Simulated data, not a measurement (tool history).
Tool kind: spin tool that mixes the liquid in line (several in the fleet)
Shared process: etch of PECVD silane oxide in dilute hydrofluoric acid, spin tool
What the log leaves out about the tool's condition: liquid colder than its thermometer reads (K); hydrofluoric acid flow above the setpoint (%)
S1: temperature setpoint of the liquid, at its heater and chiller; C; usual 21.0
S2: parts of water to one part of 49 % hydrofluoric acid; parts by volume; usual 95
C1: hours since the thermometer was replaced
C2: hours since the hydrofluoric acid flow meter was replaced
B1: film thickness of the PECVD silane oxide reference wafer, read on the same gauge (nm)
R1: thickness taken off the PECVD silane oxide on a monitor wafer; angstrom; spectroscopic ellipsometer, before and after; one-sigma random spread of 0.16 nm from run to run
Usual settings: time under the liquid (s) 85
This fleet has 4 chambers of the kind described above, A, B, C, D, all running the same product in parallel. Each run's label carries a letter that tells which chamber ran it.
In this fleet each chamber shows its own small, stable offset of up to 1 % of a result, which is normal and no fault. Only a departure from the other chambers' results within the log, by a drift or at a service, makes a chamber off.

run 1A hour=5.0 | S1=21.0 S2=95 time_under_the_liquid_(s)=85 | C1=170.8 C2=1557.5 | B1=70.015 | R1=176.48
run 2D hour=13.5 | S1=21.0 S2=95 time_under_the_liquid_(s)=85 | C1=15.9 C2=147.5 | B1=69.980 | R1=175.55
run 3C hour=22.3 | S1=21.0 S2=95 time_under_the_liquid_(s)=85 | C1=86.5 C2=779.8 | B1=70.012 | R1=173.93
run 4B hour=31.0 | S1=21.0 S2=95 time_under_the_liquid_(s)=85 | C1=838.0 C2=1530.8 | B1=70.001 | R1=176.26
run 5A hour=39.2 | S1=21.0 S2=95 time_under_the_liquid_(s)=85 | C1=205.0 C2=1591.7 | B1=70.011 | R1=177.34
run 6D hour=47.1 | S1=21.0 S2=65 time_under_the_liquid_(s)=110 | C1=49.5 C2=181.1 | B1=69.999 | R1=339.09
run 7C hour=52.7 | S1=21.0 S2=65 time_under_the_liquid_(s)=110 | C1=116.9 C2=810.2 | B1=70.002 | R1=338.87
run 8B hour=60.0 | S1=21.0 S2=65 time_under_the_liquid_(s)=110 | C1=867.0 C2=1559.8 | B1=70.009 | R1=339.77
run 9A hour=64.9 | S1=21.0 S2=65 time_under_the_liquid_(s)=110 | C1=230.7 C2=1617.4 | B1=69.986 | R1=348.64
run 10D hour=72.4 | S1=21.0 S2=95 time_under_the_liquid_(s)=85 | C1=74.8 C2=206.4 | B1=70.017 | R1=174.25
run 11B hour=77.3 | S1=21.0 S2=95 time_under_the_liquid_(s)=85 | C1=884.3 C2=1577.1 | B1=70.017 | R1=172.93
run 12C hour=82.6 | S1=21.0 S2=95 time_under_the_liquid_(s)=85 | C1=146.8 C2=840.1 | B1=69.981 | R1=176.31
run 13A hour=87.0 | S1=21.0 S2=95 time_under_the_liquid_(s)=85 | C1=252.8 C2=1639.5 | B1=70.010 | R1=174.77
run 14B hour=93.2 | S1=25.5 S2=75 time_under_the_liquid_(s)=85 | C1=900.2 C2=1593.0 | B1=70.001 | R1=269.92
run 15C hour=100.7 | S1=25.5 S2=75 time_under_the_liquid_(s)=85 | C1=164.9 C2=858.2 | B1=70.001 | R1=272.09
run 16D hour=107.5 | S1=25.5 S2=75 time_under_the_liquid_(s)=85 | C1=109.9 C2=241.5 | B1=69.985 | R1=273.66
run 17C hour=112.5 | S1=25.5 S2=75 time_under_the_liquid_(s)=85 | C1=176.7 C2=870.0 | B1=69.995 | R1=277.25
run 18B hour=119.7 | S1=21.0 S2=95 time_under_the_liquid_(s)=85 | C1=926.7 C2=1619.5 | B1=70.005 | R1=174.48
run 19A hour=127.2 | S1=21.0 S2=95 time_under_the_liquid_(s)=85 | C1=293.0 C2=1679.7 | B1=69.999 | R1=175.46
run 20D hour=132.8 | S1=25.0 S2=70 time_under_the_liquid_(s)=85 | C1=135.2 C2=266.8 | B1=69.990 | R1=284.84
run 21B hour=137.5 | S1=25.0 S2=70 time_under_the_liquid_(s)=85 | C1=944.5 C2=1637.3 | B1=70.006 | R1=283.94
run 22D hour=142.3 | S1=25.0 S2=70 time_under_the_liquid_(s)=85 | C1=144.7 C2=276.3 | B1=69.989 | R1=288.80
run 23A hour=148.7 | S1=25.0 S2=70 time_under_the_liquid_(s)=85 | C1=314.5 C2=1701.2 | B1=69.995 | R1=290.25
run 24C hour=154.8 | S1=21.0 S2=95 time_under_the_liquid_(s)=85 | C1=219.0 C2=912.3 | B1=69.990 | R1=177.25
run 25D hour=159.0 | S1=21.0 S2=95 time_under_the_liquid_(s)=85 | C1=161.4 C2=293.0 | B1=70.011 | R1=176.57
run 26B hour=165.3 | S1=21.0 S2=95 time_under_the_liquid_(s)=85 | C1=972.3 C2=1665.1 | B1=69.992 | R1=173.78
run 27C hour=171.2 | S1=21.0 S2=95 time_under_the_liquid_(s)=85 | C1=235.4 C2=928.7 | B1=69.989 | R1=175.85
run 28A hour=177.5 | S1=21.0 S2=95 time_under_the_liquid_(s)=85 | C1=343.3 C2=1730.0 | B1=69.995 | R1=177.05
run 29B hour=183.6 | S1=21.0 S2=60 time_under_the_liquid_(s)=85 | C1=990.6 C2=1683.4 | B1=69.994 | R1=289.66
run 30A hour=191.8 | S1=21.0 S2=60 time_under_the_liquid_(s)=85 | C1=357.6 C2=1744.3 | B1=70.014 | R1=291.28
run 31C hour=199.2 | S1=21.0 S2=60 time_under_the_liquid_(s)=85 | C1=263.4 C2=956.7 | B1=70.000 | R1=287.98
run 32D hour=204.3 | S1=21.0 S2=60 time_under_the_liquid_(s)=85 | C1=206.7 C2=338.3 | B1=70.010 | R1=292.06
run 33D hour=208.3 | S1=21.0 S2=95 time_under_the_liquid_(s)=85 | C1=210.7 C2=342.3 | B1=69.988 | R1=175.00
run 34A hour=212.5 | S1=21.0 S2=95 time_under_the_liquid_(s)=85 | C1=378.3 C2=1765.0 | B1=69.997 | R1=177.27
run 35B hour=218.6 | S1=25.0 S2=125 time_under_the_liquid_(s)=85 | C1=1025.6 C2=1718.4 | B1=70.004 | R1=150.03
run 36C hour=226.9 | S1=25.0 S2=125 time_under_the_liquid_(s)=85 | C1=291.1 C2=984.4 | B1=69.977 | R1=151.23
-- hour=231.4 chamber B: thermometer replaced
run 37B hour=234.0 | S1=25.0 S2=125 time_under_the_liquid_(s)=85 | C1=2.6 C2=1733.8 | B1=69.998 | R1=150.44
run 38D hour=239.3 | S1=25.0 S2=125 time_under_the_liquid_(s)=85 | C1=241.7 C2=373.3 | B1=70.000 | R1=152.05
run 39A hour=247.4 | S1=21.0 S2=95 time_under_the_liquid_(s)=85 | C1=413.2 C2=1799.9 | B1=69.997 | R1=176.81
run 40C hour=254.3 | S1=21.0 S2=95 time_under_the_liquid_(s)=85 | C1=318.5 C2=1011.8 | B1=70.000 | R1=174.46
run 41D hour=258.9 | S1=21.0 S2=95 time_under_the_liquid_(s)=85 | C1=261.3 C2=392.9 | B1=69.996 | R1=175.10
run 42A hour=265.5 | S1=21.0 S2=95 time_under_the_liquid_(s)=85 | C1=431.3 C2=1818.0 | B1=69.965 | R1=177.65
run 43C hour=272.0 | S1=21.0 S2=95 time_under_the_liquid_(s)=85 | C1=336.2 C2=1029.5 | B1=70.001 | R1=174.03

Has any chamber moved away from the others, gradually or after a service, or does the common gauge drift, or do the chambers differ only by their own small steady offsets? State the chamber and the most likely cause if one applies.

All chambers stay in line apart from their small fixed offsets, and the gauge does not drift.
